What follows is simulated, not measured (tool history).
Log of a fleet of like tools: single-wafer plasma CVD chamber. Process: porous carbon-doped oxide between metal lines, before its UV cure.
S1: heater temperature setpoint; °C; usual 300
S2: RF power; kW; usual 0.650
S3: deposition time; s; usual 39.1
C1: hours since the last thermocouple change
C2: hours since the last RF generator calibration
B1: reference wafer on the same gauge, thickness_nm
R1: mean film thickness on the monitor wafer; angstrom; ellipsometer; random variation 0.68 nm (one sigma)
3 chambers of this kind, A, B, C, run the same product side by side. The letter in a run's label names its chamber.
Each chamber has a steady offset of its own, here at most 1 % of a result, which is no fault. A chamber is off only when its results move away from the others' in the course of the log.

run   hour   S1     S2    S3      C1      C2      B1      R1
 1C    6.5  300  0.650  39.1  1020.7  1306.6  215.97  2495.8
 2B    9.7  300  0.650  39.1  1215.3   905.5  216.08  2465.7
 3A   13.0  300  0.650  39.1  1962.2   325.0  216.02  2500.2
 4A   18.5  300  0.650  39.1  1967.7   330.5  216.06  2496.7
 5B   25.1  300  0.650  39.1  1230.7   920.9  215.81  2469.9
 6C   28.3  300  0.650  39.1  1042.5  1328.4  216.00  2499.7
 7C   32.5  300  0.650  39.1  1046.7  1332.6  215.98  2485.4
 8A   35.5  300  0.650  39.1  1984.7   347.5  216.06  2498.0
 9B   40.4  300  0.650  39.1  1246.0   936.2  216.13  2475.3
10C   45.8  300  0.760  45.6  1060.0  1345.9  216.09  3187.5
11A   49.9  300  0.760  45.6  1999.1   361.9  215.96  3207.9
12B   55.8  300  0.760  45.6  1261.4   951.6  215.94  3182.0
      57.4  -- chamber A: thermocouple changed; heater temperature recalibrated
13A   61.6  306  0.650  32.5     4.3   373.6  215.99  2068.1
      62.0  -- chamber C: thermocouple changed; heater temperature recalibrated
14B   64.7  306  0.650  32.5  1270.3   960.5  216.10  1997.2
15C   71.2  306  0.650  32.5     9.2  1371.3  216.02  2013.1
16C   75.6  300  0.650  36.4    13.6  1375.7  216.17  2324.1
17B   79.3  300  0.650  36.4  1284.9   975.1  216.04  2305.6
18A   83.2  300  0.650  36.4    25.9   395.2  216.10  2407.9
19A   87.1  300  0.650  39.1    29.8   399.1  216.04  2561.8
20B   91.1  300  0.650  46.5  1296.7   986.9  215.90  2920.9
21C   94.3  300  0.650  46.5    32.3  1394.4  215.84  2968.2
22B   97.3  300  0.650  46.5  1302.9   993.1  216.01  2939.1
23C  101.4  288  0.650  45.3    39.4  1401.5  216.01  3092.5
     102.6  -- chamber C: RF generator calibrated
24A  108.0  288  0.650  45.3    50.7   420.0  216.10  3184.2
25B  111.7  288  0.650  45.3  1317.3  1007.5  216.05  3058.2
26C  115.5  300  0.650  39.1    53.5    12.9  216.15  2497.3
27A  121.2  300  0.650  39.1    63.9   433.2  216.06  2574.2
28A  124.2  300  0.650  39.1    66.9   436.2  215.91  2579.1
29C  127.9  300  0.650  39.1    65.9    25.3  216.02  2513.7
30B  132.5  300  0.650  39.1  1338.1  1028.3  216.04  2469.6
31B  138.5  300  0.650  39.1  1344.1  1034.3  215.92  2465.6
32A  144.1  300  0.650  39.1    86.8   456.1  216.03  2579.9
33C  148.0  300  0.650  39.1    86.0    45.4  215.96  2500.1
34A  153.4  300  0.650  39.1    96.1   465.4  216.20  2567.1
35B  159.6  300  0.650  39.1  1365.2  1055.4  216.05  2467.0
36C  165.5  300  0.650  39.1   103.5    62.9  215.85  2504.4

Next, every chamber runs the same settings. What will each give?
37A  170.3  300  0.570  39.1               ?
37B  170.3  300  0.570  39.1               ?
37C  170.3  300  0.570  39.1               ?

run      R1
37A  2356.0
37B  2264.6
37C  2289.6

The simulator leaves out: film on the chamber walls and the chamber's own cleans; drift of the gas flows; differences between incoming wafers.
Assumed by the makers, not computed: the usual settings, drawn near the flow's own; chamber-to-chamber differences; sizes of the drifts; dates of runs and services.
